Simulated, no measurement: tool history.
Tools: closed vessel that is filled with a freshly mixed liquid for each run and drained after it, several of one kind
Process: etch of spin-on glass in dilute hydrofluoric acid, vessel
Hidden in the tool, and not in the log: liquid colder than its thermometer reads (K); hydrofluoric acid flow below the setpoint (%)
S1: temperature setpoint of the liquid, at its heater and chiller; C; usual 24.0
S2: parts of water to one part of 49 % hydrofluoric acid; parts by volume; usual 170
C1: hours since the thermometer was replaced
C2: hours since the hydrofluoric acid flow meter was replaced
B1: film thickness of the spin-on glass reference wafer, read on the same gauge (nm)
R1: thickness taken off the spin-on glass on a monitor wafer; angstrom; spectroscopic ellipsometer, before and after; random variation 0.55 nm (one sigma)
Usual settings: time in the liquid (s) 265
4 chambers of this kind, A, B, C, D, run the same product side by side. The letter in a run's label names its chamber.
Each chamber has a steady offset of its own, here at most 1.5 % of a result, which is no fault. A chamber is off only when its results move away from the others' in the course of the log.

{"run": "1B", "hour": 8.3, "S1": 24.0, "S2": 170, "time in the liquid (s)": 265, "C1": 293.3, "C2": 514.5, "B1": 89.99, "R1": 593.83}
{"run": "2C", "hour": 16.9, "S1": 24.0, "S2": 170, "time in the liquid (s)": 265, "C1": 406.6, "C2": 1308.2, "B1": 90.075, "R1": 600.84}
{"run": "3D", "hour": 26.0, "S1": 24.0, "S2": 170, "time in the liquid (s)": 265, "C1": 1327.7, "C2": 1464.1, "B1": 89.94, "R1": 601.27}
{"run": "4A", "hour": 34.3, "S1": 24.0, "S2": 170, "time in the liquid (s)": 265, "C1": 866.1, "C2": 1043.4, "B1": 90.001, "R1": 596.73}
{"run": "5D", "hour": 42.7, "S1": 24.0, "S2": 170, "time in the liquid (s)": 265, "C1": 1344.4, "C2": 1480.8, "B1": 90.021, "R1": 602.06}
{"run": "6A", "hour": 50.7, "S1": 24.0, "S2": 170, "time in the liquid (s)": 265, "C1": 882.5, "C2": 1059.8, "B1": 89.975, "R1": 603.17}
{"run": "7B", "hour": 59.1, "S1": 24.0, "S2": 170, "time in the liquid (s)": 265, "C1": 344.1, "C2": 565.3, "B1": 90.04, "R1": 591.0}
{"run": "8C", "hour": 68.4, "S1": 24.0, "S2": 170, "time in the liquid (s)": 265, "C1": 458.1, "C2": 1359.7, "B1": 90.006, "R1": 602.05}
{"run": "9D", "hour": 75.5, "S1": 24.0, "S2": 170, "time in the liquid (s)": 265, "C1": 1377.2, "C2": 1513.6, "B1": 90.015, "R1": 604.29}
{"run": "10A", "hour": 84.9, "S1": 24.0, "S2": 170, "time in the liquid (s)": 265, "C1": 916.7, "C2": 1094.0, "B1": 90.034, "R1": 598.53}
{"run": "11C", "hour": 89.1, "S1": 24.0, "S2": 170, "time in the liquid (s)": 265, "C1": 478.8, "C2": 1380.4, "B1": 90.011, "R1": 592.57}
{"run": "12B", "hour": 98.1, "S1": 24.0, "S2": 170, "time in the liquid (s)": 265, "C1": 383.1, "C2": 604.3, "B1": 90.003, "R1": 603.4}
{"run": "13C", "hour": 107.3, "S1": 24.0, "S2": 170, "time in the liquid (s)": 265, "C1": 497.0, "C2": 1398.6, "B1": 89.955, "R1": 603.02}
{"run": "14D", "hour": 113.2, "S1": 24.0, "S2": 170, "time in the liquid (s)": 265, "C1": 1414.9, "C2": 1551.3, "B1": 90.011, "R1": 590.49}
{"hour": 117.3, "done": "chamber D: thermometer replaced"}
{"run": "15B", "hour": 118.9, "S1": 24.0, "S2": 170, "time in the liquid (s)": 265, "C1": 403.9, "C2": 625.1, "B1": 89.987, "R1": 593.76}
{"run": "16A", "hour": 124.1, "S1": 24.0, "S2": 170, "time in the liquid (s)": 265, "C1": 955.9, "C2": 1133.2, "B1": 89.948, "R1": 586.44}
{"run": "17C", "hour": 130.8, "S1": 24.0, "S2": 170, "time in the liquid (s)": 265, "C1": 520.5, "C2": 1422.1, "B1": 90.015, "R1": 588.44}
{"run": "18B", "hour": 139.9, "S1": 24.0, "S2": 170, "time in the liquid (s)": 265, "C1": 424.9, "C2": 646.1, "B1": 90.002, "R1": 593.52}
{"run": "19A", "hour": 148.5, "S1": 24.0, "S2": 170, "time in the liquid (s)": 265, "C1": 980.3, "C2": 1157.6, "B1": 89.983, "R1": 587.63}
{"hour": 148.9, "done": "chamber A: hydrofluoric acid flow meter replaced"}
{"run": "20D", "hour": 152.7, "S1": 24.0, "S2": 125, "time in the liquid (s)": 265, "C1": 35.5, "C2": 1590.8, "B1": 89.946, "R1": 860.25}
{"run": "21A", "hour": 159.4, "S1": 24.0, "S2": 125, "time in the liquid (s)": 265, "C1": 991.2, "C2": 10.6, "B1": 90.038, "R1": 864.37}
{"run": "22D", "hour": 165.8, "S1": 24.0, "S2": 125, "time in the liquid (s)": 265, "C1": 48.6, "C2": 1603.9, "B1": 89.994, "R1": 853.77}
{"run": "23B", "hour": 171.2, "S1": 24.0, "S2": 125, "time in the liquid (s)": 265, "C1": 456.2, "C2": 677.4, "B1": 89.981, "R1": 842.23}
{"run": "24C", "hour": 179.8, "S1": 24.0, "S2": 170, "time in the liquid (s)": 265, "C1": 569.5, "C2": 1471.1, "B1": 89.98, "R1": 571.48}
{"run": "25A", "hour": 188.9, "S1": 24.0, "S2": 170, "time in the liquid (s)": 265, "C1": 1020.7, "C2": 40.1, "B1": 89.992, "R1": 588.68}
{"run": "26C", "hour": 197.3, "S1": 24.0, "S2": 210, "time in the liquid (s)": 265, "C1": 587.0, "C2": 1488.6, "B1": 89.954, "R1": 444.67}
{"run": "27D", "hour": 202.8, "S1": 24.0, "S2": 210, "time in the liquid (s)": 265, "C1": 85.6, "C2": 1640.9, "B1": 89.989, "R1": 468.33}
{"run": "28B", "hour": 208.7, "S1": 24.0, "S2": 210, "time in the liquid (s)": 265, "C1": 493.7, "C2": 714.9, "B1": 90.024, "R1": 453.58}
{"run": "29B", "hour": 212.9, "S1": 24.0, "S2": 210, "time in the liquid (s)": 265, "C1": 497.9, "C2": 719.1, "B1": 90.018, "R1": 465.49}
{"run": "30A", "hour": 219.1, "S1": 24.0, "S2": 170, "time in the liquid (s)": 265, "C1": 1050.9, "C2": 70.3, "B1": 90.05, "R1": 590.59}
{"run": "31D", "hour": 223.7, "S1": 24.0, "S2": 170, "time in the liquid (s)": 265, "C1": 106.5, "C2": 1661.8, "B1": 89.988, "R1": 605.68}
{"run": "32C", "hour": 229.5, "S1": 24.0, "S2": 170, "time in the liquid (s)": 265, "C1": 619.2, "C2": 1520.8, "B1": 89.968, "R1": 560.57}
{"run": "33D", "hour": 238.0, "S1": 24.0, "S2": 170, "time in the liquid (s)": 265, "C1": 120.8, "C2": 1676.1, "B1": 89.948, "R1": 595.42}
{"run": "34C", "hour": 244.4, "S1": 24.0, "S2": 170, "time in the liquid (s)": 265, "C1": 634.1, "C2": 1535.7, "B1": 90.001, "R1": 550.57}
{"run": "35B", "hour": 252.2, "S1": 24.0, "S2": 170, "time in the liquid (s)": 265, "C1": 537.2, "C2": 758.4, "B1": 90.025, "R1": 597.06}
{"hour": 256.8, "done": "chamber D: hydrofluoric acid flow meter replaced"}
{"run": "36A", "hour": 258.9, "S1": 24.0, "S2": 170, "time in the liquid (s)": 265, "C1": 1090.7, "C2": 110.1, "B1": 90.008, "R1": 601.69}
{"run": "37A", "hour": 265.1, "S1": 24.0, "S2": 170, "time in the liquid (s)": 265, "C1": 1096.9, "C2": 116.3, "B1": 89.98, "R1": 590.46}
{"run": "38B", "hour": 271.9, "S1": 24.0, "S2": 170, "time in the liquid (s)": 265, "C1": 556.9, "C2": 778.1, "B1": 89.992, "R1": 592.68}
{"run": "39C", "hour": 280.7, "S1": 24.0, "S2": 170, "time in the liquid (s)": 265, "C1": 670.4, "C2": 1572.0, "B1": 90.026, "R1": 535.93}
{"run": "40D", "hour": 284.9, "S1": 20.5, "S2": 170, "time in the liquid (s)": 265, "C1": 167.7, "C2": 28.1, "B1": 90.032, "R1": 521.7}
{"run": "41C", "hour": 293.9, "S1": 20.5, "S2": 170, "time in the liquid (s)": 265, "C1": 683.6, "C2": 1585.2, "B1": 90.001, "R1": 476.64}
{"run": "42B", "hour": 299.3, "S1": 20.5, "S2": 170, "time in the liquid (s)": 265, "C1": 584.3, "C2": 805.5, "B1": 89.995, "R1": 521.24}
{"run": "43D", "hour": 304.3, "S1": 20.5, "S2": 170, "time in the liquid (s)": 265, "C1": 187.1, "C2": 47.5, "B1": 90.035, "R1": 521.11}

All 4 chambers run these settings next. Forecast each chamber's results:
{"run": "44A", "hour": 311.0, "S1": 24.0, "S2": 100, "time in the liquid (s)": 265, "R1": "?"}
{"run": "44B", "hour": 311.0, "S1": 24.0, "S2": 100, "time in the liquid (s)": 265, "R1": "?"}
{"run": "44C", "hour": 311.0, "S1": 24.0, "S2": 100, "time in the liquid (s)": 265, "R1": "?"}
{"run": "44D", "hour": 311.0, "S1": 24.0, "S2": 100, "time in the liquid (s)": 265, "R1": "?"}

run=44A R1=1082.10
run=44B R1=1074.90
run=44C R1=997.01
run=44D R1=1112.90

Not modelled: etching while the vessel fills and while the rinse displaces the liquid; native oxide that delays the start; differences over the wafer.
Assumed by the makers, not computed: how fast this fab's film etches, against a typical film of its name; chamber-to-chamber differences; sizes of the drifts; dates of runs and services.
